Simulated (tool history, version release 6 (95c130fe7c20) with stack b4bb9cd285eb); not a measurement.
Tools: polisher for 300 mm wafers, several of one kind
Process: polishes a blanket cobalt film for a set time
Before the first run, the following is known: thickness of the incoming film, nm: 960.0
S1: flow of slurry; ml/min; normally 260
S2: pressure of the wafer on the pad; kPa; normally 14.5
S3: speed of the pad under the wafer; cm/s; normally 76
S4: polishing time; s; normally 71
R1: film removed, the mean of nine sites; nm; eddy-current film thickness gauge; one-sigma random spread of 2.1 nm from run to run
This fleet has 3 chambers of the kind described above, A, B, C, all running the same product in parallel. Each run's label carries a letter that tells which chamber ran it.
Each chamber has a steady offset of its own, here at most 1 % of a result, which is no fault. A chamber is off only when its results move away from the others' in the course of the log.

run,hour,S1,S2,S3,S4,R1
1C,13.1,260,14.5,76,71,271.14
2A,26.2,260,14.5,76,71,263.35
# hour 29.8: chamber B: worn pad replaced by a new one
3B,40.5,260,14.5,76,71,262.9
4A,51.1,260,14.5,76,71,265.75
5B,58.6,260,14.5,76,71,263.6
# hour 59.5: chamber C: worn pad replaced by a new one
6C,65.8,260,14.5,76,71,264.84
7C,78.6,260,14.5,76,71,267.71
# hour 84.1: chamber A: worn pad replaced by a new one
8A,92.7,260,14.5,76,71,266.91
9B,100.7,260,14.5,76,71,263.37
10A,111.8,260,14.5,76,71,262.62
11C,119.5,260,14.5,76,71,270.71
# hour 127.4: chamber A: head pressure recalibrated
12B,134,260,14.5,76,71,262.59
# hour 136.3: chamber C: worn pad replaced by a new one
13A,145.1,260,14.5,76,71,261.75
14C,154.4,260,14.5,76,71,262.02
# hour 157: chamber B: worn pad replaced by a new one
15B,162.9,260,14.5,76,71,261.69
16C,173.8,260,14.5,76,71,267.38
17A,185.7,260,14.5,76,71,265.95
# hour 185.8: chamber A: worn pad replaced by a new one
18B,193.6,260,14.5,76,71,264.47
19C,201.8,260,14.5,76,71,266.43
20A,214.9,260,14.5,76,71,265.18
# hour 221.6: chamber C: worn pad replaced by a new one
21B,228.6,305,14.5,76,93,347.54
22B,239.2,305,14.5,76,93,354.68
23C,253.1,305,14.5,76,93,358.8

Does one chamber stand apart from the rest, does the shared gauge drift, or is all well apart from small per-chamber offsets? Give the chamber and the most likely cause, where there is one.

No chamber stands off beyond its own small offset, and the gauge holds steady.

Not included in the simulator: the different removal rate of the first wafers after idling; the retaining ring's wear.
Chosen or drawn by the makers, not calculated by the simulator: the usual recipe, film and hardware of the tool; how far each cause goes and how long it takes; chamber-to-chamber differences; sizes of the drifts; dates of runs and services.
